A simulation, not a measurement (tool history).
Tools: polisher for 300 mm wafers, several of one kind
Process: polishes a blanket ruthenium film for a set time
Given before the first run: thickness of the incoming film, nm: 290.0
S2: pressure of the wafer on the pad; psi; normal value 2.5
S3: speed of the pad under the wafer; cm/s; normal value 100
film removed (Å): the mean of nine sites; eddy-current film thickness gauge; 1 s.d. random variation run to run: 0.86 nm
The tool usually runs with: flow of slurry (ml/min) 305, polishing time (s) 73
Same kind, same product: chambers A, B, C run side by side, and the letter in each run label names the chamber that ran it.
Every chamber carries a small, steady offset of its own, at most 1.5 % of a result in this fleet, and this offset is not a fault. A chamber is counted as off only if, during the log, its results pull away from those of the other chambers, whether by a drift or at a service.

{"hour": 1.1, "done": "chamber A: slurry nozzle cleaned"}
{"run": "1C", "hour": 2.6, "flow of slurry (ml/min)": 305, "S2": 2.5, "S3": 100, "polishing time (s)": 73, "film removed (Å)": 1043.8}
{"run": "2B", "hour": 5.2, "flow of slurry (ml/min)": 305, "S2": 2.5, "S3": 100, "polishing time (s)": 73, "film removed (Å)": 1018.5}
{"run": "3A", "hour": 7.9, "flow of slurry (ml/min)": 305, "S2": 2.5, "S3": 100, "polishing time (s)": 73, "film removed (Å)": 1044.9}
{"hour": 9.3, "done": "chamber C: worn pad replaced by a new one"}
{"hour": 12.0, "done": "chamber B: worn pad replaced by a new one"}
{"run": "4A", "hour": 12.2, "flow of slurry (ml/min)": 305, "S2": 2.5, "S3": 100, "polishing time (s)": 73, "film removed (Å)": 1035.6}
{"run": "5C", "hour": 15.3, "flow of slurry (ml/min)": 305, "S2": 2.5, "S3": 100, "polishing time (s)": 73, "film removed (Å)": 1045.7}
{"run": "6B", "hour": 19.1, "flow of slurry (ml/min)": 305, "S2": 2.5, "S3": 100, "polishing time (s)": 73, "film removed (Å)": 1024.0}
{"run": "7A", "hour": 23.5, "flow of slurry (ml/min)": 305, "S2": 2.5, "S3": 100, "polishing time (s)": 73, "film removed (Å)": 1034.5}
{"run": "8C", "hour": 25.8, "flow of slurry (ml/min)": 305, "S2": 2.5, "S3": 100, "polishing time (s)": 73, "film removed (Å)": 1030.3}
{"run": "9B", "hour": 29.5, "flow of slurry (ml/min)": 305, "S2": 2.5, "S3": 100, "polishing time (s)": 73, "film removed (Å)": 1022.0}
{"run": "10C", "hour": 33.3, "flow of slurry (ml/min)": 305, "S2": 2.5, "S3": 100, "polishing time (s)": 73, "film removed (Å)": 1030.5}
{"run": "11B", "hour": 36.6, "flow of slurry (ml/min)": 305, "S2": 2.5, "S3": 100, "polishing time (s)": 73, "film removed (Å)": 1017.0}
{"run": "12A", "hour": 38.7, "flow of slurry (ml/min)": 305, "S2": 2.5, "S3": 100, "polishing time (s)": 73, "film removed (Å)": 1026.0}
{"hour": 40.4, "done": "chamber C: head pressure recalibrated"}
{"run": "13A", "hour": 40.8, "flow of slurry (ml/min)": 305, "S2": 2.5, "S3": 100, "polishing time (s)": 73, "film removed (Å)": 1038.0}
{"run": "14B", "hour": 44.2, "flow of slurry (ml/min)": 305, "S2": 2.5, "S3": 100, "polishing time (s)": 73, "film removed (Å)": 1013.8}
{"run": "15C", "hour": 46.5, "flow of slurry (ml/min)": 305, "S2": 2.5, "S3": 100, "polishing time (s)": 73, "film removed (Å)": 1031.3}
{"run": "16A", "hour": 51.1, "flow of slurry (ml/min)": 305, "S2": 2.5, "S3": 100, "polishing time (s)": 73, "film removed (Å)": 1034.7}
{"run": "17B", "hour": 53.5, "flow of slurry (ml/min)": 305, "S2": 2.5, "S3": 100, "polishing time (s)": 73, "film removed (Å)": 1015.2}
{"hour": 55.3, "done": "chamber C: worn pad replaced by a new one"}
{"run": "18C", "hour": 57.5, "flow of slurry (ml/min)": 305, "S2": 2.5, "S3": 100, "polishing time (s)": 73, "film removed (Å)": 1039.3}
{"run": "19C", "hour": 59.6, "flow of slurry (ml/min)": 305, "S2": 2.5, "S3": 100, "polishing time (s)": 73, "film removed (Å)": 1036.7}
{"run": "20A", "hour": 61.7, "flow of slurry (ml/min)": 305, "S2": 2.5, "S3": 100, "polishing time (s)": 73, "film removed (Å)": 1026.0}
{"run": "21B", "hour": 64.4, "flow of slurry (ml/min)": 305, "S2": 2.5, "S3": 100, "polishing time (s)": 73, "film removed (Å)": 1016.0}
{"run": "22B", "hour": 69.0, "flow of slurry (ml/min)": 305, "S2": 2.5, "S3": 100, "polishing time (s)": 73, "film removed (Å)": 1004.3}
{"run": "23A", "hour": 71.8, "flow of slurry (ml/min)": 305, "S2": 2.5, "S3": 100, "polishing time (s)": 73, "film removed (Å)": 1046.6}
{"hour": 75.5, "done": "chamber B: head pressure recalibrated"}
{"run": "24C", "hour": 75.7, "flow of slurry (ml/min)": 305, "S2": 2.5, "S3": 100, "polishing time (s)": 73, "film removed (Å)": 1042.3}
{"run": "25B", "hour": 79.9, "flow of slurry (ml/min)": 305, "S2": 2.5, "S3": 100, "polishing time (s)": 73, "film removed (Å)": 1102.9}
{"run": "26A", "hour": 83.7, "flow of slurry (ml/min)": 305, "S2": 2.5, "S3": 100, "polishing time (s)": 83, "film removed (Å)": 1179.2}
{"run": "27C", "hour": 85.9, "flow of slurry (ml/min)": 305, "S2": 2.5, "S3": 100, "polishing time (s)": 83, "film removed (Å)": 1163.5}
{"run": "28C", "hour": 88.8, "flow of slurry (ml/min)": 305, "S2": 2.5, "S3": 100, "polishing time (s)": 83, "film removed (Å)": 1167.9}
{"run": "29A", "hour": 93.3, "flow of slurry (ml/min)": 305, "S2": 3.2, "S3": 100, "polishing time (s)": 73, "film removed (Å)": 1313.7}
{"run": "30B", "hour": 97.3, "flow of slurry (ml/min)": 305, "S2": 3.2, "S3": 100, "polishing time (s)": 73, "film removed (Å)": 1394.5}
{"run": "31B", "hour": 101.2, "flow of slurry (ml/min)": 305, "S2": 3.2, "S3": 100, "polishing time (s)": 73, "film removed (Å)": 1385.3}
{"hour": 102.1, "done": "chamber C: worn pad replaced by a new one"}
{"run": "32C", "hour": 105.2, "flow of slurry (ml/min)": 305, "S2": 2.5, "S3": 100, "polishing time (s)": 73, "film removed (Å)": 1032.3}
{"run": "33A", "hour": 109.1, "flow of slurry (ml/min)": 305, "S2": 2.5, "S3": 100, "polishing time (s)": 73, "film removed (Å)": 1029.7}
{"hour": 111.6, "done": "chamber A: worn pad replaced by a new one"}
{"run": "34B", "hour": 112.3, "flow of slurry (ml/min)": 305, "S2": 2.5, "S3": 100, "polishing time (s)": 73, "film removed (Å)": 1090.0}
{"hour": 112.8, "done": "chamber B: worn pad replaced by a new one"}
{"run": "35A", "hour": 117.0, "flow of slurry (ml/min)": 305, "S2": 2.5, "S3": 100, "polishing time (s)": 73, "film removed (Å)": 1036.1}
{"run": "36C", "hour": 119.1, "flow of slurry (ml/min)": 305, "S2": 2.5, "S3": 100, "polishing time (s)": 73, "film removed (Å)": 1032.1}
{"run": "37C", "hour": 121.7, "flow of slurry (ml/min)": 305, "S2": 2.5, "S3": 100, "polishing time (s)": 73, "film removed (Å)": 1029.8}
{"hour": 124.2, "done": "chamber C: slurry nozzle cleaned"}
{"run": "38B", "hour": 125.1, "flow of slurry (ml/min)": 305, "S2": 2.5, "S3": 100, "polishing time (s)": 73, "film removed (Å)": 1087.8}
{"run": "39A", "hour": 129.4, "flow of slurry (ml/min)": 305, "S2": 2.5, "S3": 100, "polishing time (s)": 81, "film removed (Å)": 1144.5}
{"run": "40B", "hour": 132.0, "flow of slurry (ml/min)": 305, "S2": 2.5, "S3": 100, "polishing time (s)": 81, "film removed (Å)": 1209.8}
{"run": "41A", "hour": 134.5, "flow of slurry (ml/min)": 305, "S2": 2.5, "S3": 100, "polishing time (s)": 81, "film removed (Å)": 1148.4}
{"run": "42C", "hour": 136.9, "flow of slurry (ml/min)": 395, "S2": 2.5, "S3": 114, "polishing time (s)": 73, "film removed (Å)": 1197.1}
{"run": "43C", "hour": 141.6, "flow of slurry (ml/min)": 395, "S2": 2.5, "S3": 114, "polishing time (s)": 73, "film removed (Å)": 1209.6}

All 3 chambers run these settings next. Forecast each chamber's results:
{"run": "44A", "hour": 145.0, "flow of slurry (ml/min)": 305, "S2": 2.5, "S3": 100, "polishing time (s)": 81, "film removed (Å)": "?"}
{"run": "44B", "hour": 145.0, "flow of slurry (ml/min)": 305, "S2": 2.5, "S3": 100, "polishing time (s)": 81, "film removed (Å)": "?"}
{"run": "44C", "hour": 145.0, "flow of slurry (ml/min)": 305, "S2": 2.5, "S3": 100, "polishing time (s)": 81, "film removed (Å)": "?"}

run=44A film_removed_(Å)=1152.2
run=44B film_removed_(Å)=1227.4
run=44C film_removed_(Å)=1139.4

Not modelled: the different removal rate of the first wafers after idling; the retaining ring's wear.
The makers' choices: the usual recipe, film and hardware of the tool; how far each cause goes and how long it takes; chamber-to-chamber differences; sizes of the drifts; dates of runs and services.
